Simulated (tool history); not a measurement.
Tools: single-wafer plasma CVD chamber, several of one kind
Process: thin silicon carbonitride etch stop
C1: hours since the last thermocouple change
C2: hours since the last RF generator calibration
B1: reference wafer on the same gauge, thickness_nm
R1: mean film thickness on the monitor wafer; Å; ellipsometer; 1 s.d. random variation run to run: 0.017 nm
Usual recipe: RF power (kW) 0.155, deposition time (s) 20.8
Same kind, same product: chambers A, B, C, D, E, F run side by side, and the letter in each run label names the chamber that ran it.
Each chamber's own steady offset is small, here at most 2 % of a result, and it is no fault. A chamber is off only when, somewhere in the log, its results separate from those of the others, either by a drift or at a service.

-- hour=5.6 chamber E: RF generator calibrated
run 1D hour=10.4 | RF_power_(kW)=0.155 deposition_time_(s)=20.8 | C1=1847 C2=348.5 | B1=11.399 | R1=110.16
run 2B hour=23.1 | RF_power_(kW)=0.155 deposition_time_(s)=20.8 | C1=720.1 C2=310.5 | B1=11.398 | R1=109.55
-- hour=31.8 chamber E: thermocouple changed; heater temperature recalibrated
run 3A hour=36.2 | RF_power_(kW)=0.155 deposition_time_(s)=20.8 | C1=1634.8 C2=1269.5 | B1=11.393 | R1=110.75
run 4F hour=44.3 | RF_power_(kW)=0.155 deposition_time_(s)=20.8 | C1=815.6 C2=484.7 | B1=11.395 | R1=109.54
run 5E hour=53.9 | RF_power_(kW)=0.155 deposition_time_(s)=20.8 | C1=22.2 C2=48.4 | B1=11.391 | R1=109.73
run 6C hour=63.3 | RF_power_(kW)=0.155 deposition_time_(s)=20.8 | C1=1899.2 C2=363.5 | B1=11.385 | R1=111.53
run 7A hour=74.8 | RF_power_(kW)=0.155 deposition_time_(s)=20.8 | C1=1673.4 C2=1308.1 | B1=11.389 | R1=110.54
run 8F hour=87.4 | RF_power_(kW)=0.155 deposition_time_(s)=20.8 | C1=858.7 C2=527.8 | B1=11.382 | R1=109.55
run 9B hour=95.8 | RF_power_(kW)=0.155 deposition_time_(s)=20.8 | C1=792.8 C2=383.2 | B1=11.385 | R1=109.32
run 10C hour=111.9 | RF_power_(kW)=0.155 deposition_time_(s)=20.8 | C1=1947.8 C2=412.1 | B1=11.38 | R1=111.42
run 11D hour=126.7 | RF_power_(kW)=0.165 deposition_time_(s)=20.8 | C1=1963.3 C2=464.8 | B1=11.375 | R1=111.96
run 12E hour=139.8 | RF_power_(kW)=0.165 deposition_time_(s)=20.8 | C1=108.1 C2=134.3 | B1=11.378 | R1=111.84
run 13B hour=153.5 | RF_power_(kW)=0.165 deposition_time_(s)=20.8 | C1=850.5 C2=440.9 | B1=11.374 | R1=111.18
run 14D hour=162.3 | RF_power_(kW)=0.165 deposition_time_(s)=20.8 | C1=1998.9 C2=500.4 | B1=11.382 | R1=111.73
run 15C hour=172.6 | RF_power_(kW)=0.165 deposition_time_(s)=20.8 | C1=2008.5 C2=472.8 | B1=11.373 | R1=113.42
run 16E hour=180.3 | RF_power_(kW)=0.165 deposition_time_(s)=20.8 | C1=148.6 C2=174.8 | B1=11.37 | R1=111.72
run 17F hour=187.7 | RF_power_(kW)=0.155 deposition_time_(s)=20.8 | C1=959 C2=628.1 | B1=11.368 | R1=109.39
run 18A hour=202.4 | RF_power_(kW)=0.155 deposition_time_(s)=20.8 | C1=1801 C2=1435.7 | B1=11.37 | R1=110.18
run 19E hour=214.2 | RF_power_(kW)=0.155 deposition_time_(s)=20.8 | C1=182.5 C2=208.7 | B1=11.366 | R1=109.51
run 20C hour=225.8 | RF_power_(kW)=0.155 deposition_time_(s)=20.8 | C1=2061.7 C2=526 | B1=11.371 | R1=111.33
-- hour=239.8 chamber C: thermocouple changed; heater temperature recalibrated
run 21A hour=240.9 | RF_power_(kW)=0.155 deposition_time_(s)=20.8 | C1=1839.5 C2=1474.2 | B1=11.358 | R1=110.01
run 22F hour=251.4 | RF_power_(kW)=0.155 deposition_time_(s)=20.8 | C1=1022.7 C2=691.8 | B1=11.362 | R1=108.95
run 23B hour=265 | RF_power_(kW)=0.155 deposition_time_(s)=20.8 | C1=962 C2=552.4 | B1=11.357 | R1=108.95
run 24D hour=275.4 | RF_power_(kW)=0.155 deposition_time_(s)=20.8 | C1=2112 C2=613.5 | B1=11.356 | R1=109.33
run 25B hour=287.7 | RF_power_(kW)=0.155 deposition_time_(s)=20.8 | C1=984.7 C2=575.1 | B1=11.354 | R1=108.93
run 26A hour=302.7 | RF_power_(kW)=0.155 deposition_time_(s)=20.8 | C1=1901.3 C2=1536 | B1=11.354 | R1=110.12
-- hour=303.3 chamber D: thermocouple changed; heater temperature recalibrated
run 27F hour=310.5 | RF_power_(kW)=0.155 deposition_time_(s)=20.8 | C1=1081.8 C2=750.9 | B1=11.349 | R1=109.01
run 28D hour=320.7 | RF_power_(kW)=0.155 deposition_time_(s)=20.8 | C1=17.4 C2=658.8 | B1=11.351 | R1=109.48
run 29E hour=328.5 | RF_power_(kW)=0.155 deposition_time_(s)=20.8 | C1=296.8 C2=323 | B1=11.347 | R1=109.54
run 30C hour=340.2 | RF_power_(kW)=0.155 deposition_time_(s)=20.8 | C1=100.4 C2=640.4 | B1=11.348 | R1=111.15
run 31B hour=351.6 | RF_power_(kW)=0.155 deposition_time_(s)=20.8 | C1=1048.6 C2=639 | B1=11.345 | R1=108.99
run 32F hour=361.4 | RF_power_(kW)=0.155 deposition_time_(s)=20.8 | C1=1132.7 C2=801.8 | B1=11.345 | R1=109.02
run 33C hour=376.1 | RF_power_(kW)=0.155 deposition_time_(s)=20.8 | C1=136.3 C2=676.3 | B1=11.337 | R1=111.02
run 34A hour=389.3 | RF_power_(kW)=0.145 deposition_time_(s)=18.9 | C1=1987.9 C2=1622.6 | B1=11.344 | R1=98.091
run 35D hour=398.9 | RF_power_(kW)=0.145 deposition_time_(s)=18.9 | C1=95.6 C2=737 | B1=11.331 | R1=96.904
run 36E hour=412.5 | RF_power_(kW)=0.145 deposition_time_(s)=18.9 | C1=380.8 C2=407 | B1=11.329 | R1=97.268
run 37C hour=420.5 | RF_power_(kW)=0.145 deposition_time_(s)=18.9 | C1=180.7 C2=720.7 | B1=11.334 | R1=98.645
run 38F hour=431.8 | RF_power_(kW)=0.145 deposition_time_(s)=18.9 | C1=1203.1 C2=872.2 | B1=11.337 | R1=97.045
run 39B hour=447.5 | RF_power_(kW)=0.145 deposition_time_(s)=18.9 | C1=1144.5 C2=734.9 | B1=11.328 | R1=96.81
run 40A hour=457.5 | RF_power_(kW)=0.155 deposition_time_(s)=20.8 | C1=2056.1 C2=1690.8 | B1=11.333 | R1=109.75

Decide between three cases: one chamber stands off from its peers, the gauge reading all wafers drifts, or nothing is wrong past each chamber's small offset. Where a chamber is off, say which and what most likely put it there.

No chamber is off; the gauge reading every chamber's wafers drifts, which makes the whole fleet appear to move together.
What lies behind it: gauge reads low (%) = 0.649.
